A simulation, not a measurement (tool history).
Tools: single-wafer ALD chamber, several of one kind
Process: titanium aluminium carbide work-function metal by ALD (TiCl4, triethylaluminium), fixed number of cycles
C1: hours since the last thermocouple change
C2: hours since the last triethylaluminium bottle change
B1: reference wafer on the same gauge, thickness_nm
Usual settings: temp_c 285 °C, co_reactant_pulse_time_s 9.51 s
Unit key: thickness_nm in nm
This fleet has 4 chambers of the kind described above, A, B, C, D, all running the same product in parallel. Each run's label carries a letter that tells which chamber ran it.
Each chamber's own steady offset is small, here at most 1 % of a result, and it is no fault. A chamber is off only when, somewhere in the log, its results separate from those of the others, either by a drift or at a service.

Run 1B, day 0.225: usual settings; C1 578.8; C2 308.7; B1 1.9275. Result: thickness_nm 1.8496 nm.
Run 2D, day 0.579: usual settings; C1 1345.5; C2 1338.2; B1 1.9315. Result: thickness_nm 1.8703 nm.
Run 3C, day 0.829: usual settings; C1 779.8; C2 229.7; B1 1.932. Result: thickness_nm 1.8644 nm.
Run 4A, day 1.246: usual settings; C1 1515.2; C2 994.1; B1 1.9324. Result: thickness_nm 1.8596 nm.
Run 5A, day 1.612: usual settings but temp_c 293 °C, co_reactant_pulse_time_s 11.83 s; C1 1524; C2 1002.9; B1 1.9289. Result: thickness_nm 1.9329 nm.
At day 1.846: chamber A: triethylaluminium bottle replaced.
Run 6C, day 1.917: usual settings but temp_c 293 °C, co_reactant_pulse_time_s 11.83 s; C1 805.9; C2 255.8; B1 1.929. Result: thickness_nm 1.9727 nm.
Run 7B, day 2.129: usual settings but temp_c 293 °C, co_reactant_pulse_time_s 11.83 s; C1 624.5; C2 354.4; B1 1.9281. Result: thickness_nm 1.9651 nm.
Run 8D, day 2.471: usual settings but temp_c 293 °C, co_reactant_pulse_time_s 11.83 s; C1 1390.9; C2 1383.6; B1 1.9309. Result: thickness_nm 1.9762 nm.
Run 9D, day 2.833: usual settings; C1 1399.6; C2 1392.3; B1 1.9315. Result: thickness_nm 1.8585 nm.
Run 10A, day 3.054: usual settings; C1 1558.6; C2 29; B1 1.93. Result: thickness_nm 1.8583 nm.
At day 3.154: chamber D: thermocouple changed; heater temperature recalibrated.
Run 11B, day 3.438: usual settings; C1 655.9; C2 385.8; B1 1.9323. Result: thickness_nm 1.8375 nm.
Run 12C, day 3.662: usual settings; C1 847.8; C2 297.7; B1 1.9287. Result: thickness_nm 1.8707 nm.
Run 13B, day 4.017: usual settings; C1 669.8; C2 399.7; B1 1.9302. Result: thickness_nm 1.8396 nm.
Run 14C, day 4.296: usual settings; C1 863; C2 312.9; B1 1.93. Result: thickness_nm 1.8294 nm.
Run 15A, day 4.671: usual settings but temp_c 292 °C; C1 1597.4; C2 67.8; B1 1.929. Result: thickness_nm 1.914 nm.
Run 16D, day 5.017: usual settings but temp_c 292 °C; C1 44.8; C2 1444.7; B1 1.9289. Result: thickness_nm 1.9339 nm.
Run 17C, day 5.392: usual settings but temp_c 292 °C; C1 889.3; C2 339.2; B1 1.9301. Result: thickness_nm 1.9244 nm.
Run 18A, day 5.754: usual settings but temp_c 292 °C; C1 1623.4; C2 93.8; B1 1.9312. Result: thickness_nm 1.9061 nm.
Run 19D, day 6.158: usual settings; C1 72.2; C2 1472.1; B1 1.9323. Result: thickness_nm 1.8537 nm.
Run 20B, day 6.375: usual settings; C1 726.4; C2 456.3; B1 1.929. Result: thickness_nm 1.8345 nm.
At day 6.642: chamber A: thermocouple changed; heater temperature recalibrated.
Run 21D, day 6.721: usual settings; C1 85.7; C2 1485.6; B1 1.9304. Result: thickness_nm 1.8568 nm.
Run 22A, day 7.012: usual settings; C1 8.9; C2 124; B1 1.9277. Result: thickness_nm 1.8435 nm.
Run 23C, day 7.35: usual settings; C1 936.3; C2 386.2; B1 1.9287. Result: thickness_nm 1.8697 nm.
Run 24B, day 7.629: usual settings; C1 756.5; C2 486.4; B1 1.9279. Result: thickness_nm 1.8499 nm.
Run 25A, day 7.829: usual settings; C1 28.5; C2 143.6; B1 1.9291. Result: thickness_nm 1.8482 nm.
Run 26D, day 8.1: usual settings; C1 118.8; C2 1518.7; B1 1.9313. Result: thickness_nm 1.8738 nm.
Run 27B, day 8.492: usual settings; C1 777.2; C2 507.1; B1 1.9293. Result: thickness_nm 1.8572 nm.
Run 28C, day 8.712: usual settings; C1 969; C2 418.9; B1 1.93. Result: thickness_nm 1.8515 nm.
Run 29B, day 8.904: usual settings; C1 787.1; C2 517; B1 1.9301. Result: thickness_nm 1.8564 nm.
Run 30D, day 9.117: usual settings; C1 143.2; C2 1543.1; B1 1.9312. Result: thickness_nm 1.8559 nm.
Run 31A, day 9.333: usual settings; C1 64.6; C2 179.7; B1 1.9289. Result: thickness_nm 1.8547 nm.
Run 32C, day 9.517: usual settings; C1 988.3; C2 438.2; B1 1.9304. Result: thickness_nm 1.8529 nm.
Run 33C, day 9.725: usual settings; C1 993.3; C2 443.2; B1 1.929. Result: thickness_nm 1.8735 nm.
Run 34A, day 9.954: usual settings; C1 79.5; C2 194.6; B1 1.927. Result: thickness_nm 1.8308 nm.
Run 35D, day 10.162: usual settings; C1 168.3; C2 1568.2; B1 1.9317. Result: thickness_nm 1.8631 nm.
Run 36B, day 10.4: usual settings; C1 823; C2 552.9; B1 1.9318. Result: thickness_nm 1.833 nm.
Run 37D, day 10.733: usual settings; C1 182; C2 1581.9; B1 1.9307. Result: thickness_nm 1.8751 nm.
Run 38B, day 10.95: usual settings; C1 836.2; C2 566.1; B1 1.9299. Result: thickness_nm 1.8367 nm.
Run 39A, day 11.342: usual settings but temp_c 295 °C, co_reactant_pulse_time_s 5.84 s; C1 112.8; C2 227.9; B1 1.9321. Result: thickness_nm 1.7493 nm.

For the next run the whole fleet of 4 chambers uses the same settings. Give each chamber's results:
Run 40A, day 11.646: usual settings but co_reactant_pulse_time_s 7.6 s. Result: thickness_nm ?.
Run 40B, day 11.646: usual settings but co_reactant_pulse_time_s 7.6 s. Result: thickness_nm ?.
Run 40C, day 11.646: usual settings but co_reactant_pulse_time_s 7.6 s. Result: thickness_nm ?.
Run 40D, day 11.646: usual settings but co_reactant_pulse_time_s 7.6 s. Result: thickness_nm ?.

run  thickness_nm
40A        1.7861
40B        1.7827
40C        1.7877
40D        1.7967
